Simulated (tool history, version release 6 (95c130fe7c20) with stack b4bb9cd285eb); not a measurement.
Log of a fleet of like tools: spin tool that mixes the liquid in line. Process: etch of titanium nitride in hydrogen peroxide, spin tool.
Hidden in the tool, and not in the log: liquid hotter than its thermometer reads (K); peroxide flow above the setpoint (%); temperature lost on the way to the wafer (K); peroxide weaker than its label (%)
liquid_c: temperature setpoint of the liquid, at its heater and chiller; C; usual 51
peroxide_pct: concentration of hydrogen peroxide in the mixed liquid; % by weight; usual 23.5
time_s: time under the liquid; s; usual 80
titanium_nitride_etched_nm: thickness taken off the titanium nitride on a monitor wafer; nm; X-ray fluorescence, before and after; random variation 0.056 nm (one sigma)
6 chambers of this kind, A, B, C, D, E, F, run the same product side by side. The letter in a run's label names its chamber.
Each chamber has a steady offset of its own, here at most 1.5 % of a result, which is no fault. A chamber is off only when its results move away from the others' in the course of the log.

run,day,liquid_c,peroxide_pct,time_s,hours since the thermometer was replaced,hours since the peroxide flow meter was replaced,hours since the heated supply line was repaired,hours since the drum of peroxide was connected,"read-back film thickness of the titanium nitride reference wafer, read on the same gauge (nm)",titanium_nitride_etched_nm
1E,0.192,51,23.5,80,94.6,308.2,1287.5,310.3,70.022,7.0916
2F,0.412,51,23.5,80,311.7,476.2,1014.0,836.6,70.007,6.9161
3C,0.746,51,23.5,80,720.0,200.9,297.5,198.2,70.007,7.0475
4D,1.083,51,23.5,80,1132.6,792.0,2153.1,213.1,69.991,7.0816
5A,1.383,51,23.5,80,105.5,434.1,1216.2,237.3,69.998,7.1139
6B,1.554,51,23.5,80,1369.2,81.0,1349.2,145.2,70.007,7.0349
7E,1.804,51,23.5,80,133.3,346.9,1326.2,349.0,69.996,7.0411
8F,1.996,51,23.5,80,349.7,514.2,1052.0,874.6,69.998,6.9906
9B,2.271,51,23.5,80,1386.4,98.2,1366.4,162.4,70.007,6.9961
10A,2.508,51,23.5,80,132.5,461.1,1243.2,264.3,70.002,6.9610
11C,2.762,51,23.5,80,768.4,249.3,345.9,246.6,69.983,6.9837
12D,2.925,51,23.5,80,1176.8,836.2,2197.3,257.3,70.011,7.0968
13A,3.125,51,23.5,80,147.3,475.9,1258.0,279.1,70.010,7.0867
14B,3.462,51,23.5,80,1415.0,126.8,1395.0,191.0,70.004,7.0948
15E,3.638,51,23.5,80,177.3,390.9,1370.2,393.0,70.019,7.1168
16F,3.804,51,23.5,80,393.1,557.6,1095.4,918.0,69.987,6.9348
17C,3.996,51,23.5,80,798.0,278.9,375.5,276.2,69.991,6.9769
# day 4.000: chamber C: thermometer replaced
# day 4.204: chamber C: new drum of peroxide connected
18D,4.283,51,23.5,80,1209.4,868.8,2229.9,289.9,70.016,7.0015
19C,4.429,51,23.5,80,10.4,289.3,385.9,5.5,70.006,7.1536
20F,4.733,51,23.5,80,415.4,579.9,1117.7,940.3,69.998,6.9530
21D,4.904,51,23.5,80,1224.3,883.7,2244.8,304.8,69.988,7.0435
# day 5.079: chamber A: peroxide flow meter replaced
22B,5.204,51,19.0,130,1456.8,168.6,1436.8,232.8,70.005,11.3320
# day 5.246: chamber E: new drum of peroxide connected
23E,5.412,51,19.0,130,219.9,433.5,1412.8,4.0,70.013,10.9740
# day 5.529: chamber A: new drum of peroxide connected
24A,5.575,51,19.0,130,206.1,11.9,1316.8,1.1,70.014,10.9830
25F,5.767,51,19.0,130,440.2,604.7,1142.5,965.1,70.019,10.8460
# day 5.917: chamber D: peroxide flow meter replaced
26D,6.029,51,19.0,130,1251.3,2.7,2271.8,331.8,69.983,10.9140
27B,6.196,51,19.0,130,1480.6,192.4,1460.6,256.6,70.009,11.6170
# day 6.504: chamber E: peroxide flow meter replaced
28C,6.525,51,23.5,105,60.7,339.6,436.2,55.8,69.986,9.2584
29E,6.742,51,23.5,105,251.8,5.8,1444.7,35.9,70.004,9.2586
30A,6.896,51,23.5,105,237.8,43.6,1348.5,32.8,69.990,9.2718
31F,7.154,51,23.5,105,473.5,638.0,1175.8,998.4,69.998,9.1380
# day 7.192: chamber D: new drum of peroxide connected
32A,7.404,51,23.5,105,250.0,55.8,1360.7,45.0,69.992,9.1222
33D,7.650,51,23.5,105,1290.2,41.6,2310.7,11.1,70.023,9.3461
34B,7.858,51,23.5,80,1520.5,232.3,1500.5,296.5,69.997,7.6532
35C,8.008,51,23.5,45,96.3,375.2,471.8,91.4,69.983,4.0171
36E,8.233,51,23.5,45,287.6,41.6,1480.5,71.7,69.991,3.9593

Next, every chamber runs the same settings. What will each give?
37A,8.475,51,23.5,80,,,,,,?
37B,8.475,51,23.5,80,,,,,,?
37C,8.475,51,23.5,80,,,,,,?
37D,8.475,51,23.5,80,,,,,,?
37E,8.475,51,23.5,80,,,,,,?
37F,8.475,51,23.5,80,,,,,,?

run,titanium_nitride_etched_nm
37A,6.9899
37B,7.5718
37C,6.9959
37D,7.0489
37E,7.2070
37F,6.9830

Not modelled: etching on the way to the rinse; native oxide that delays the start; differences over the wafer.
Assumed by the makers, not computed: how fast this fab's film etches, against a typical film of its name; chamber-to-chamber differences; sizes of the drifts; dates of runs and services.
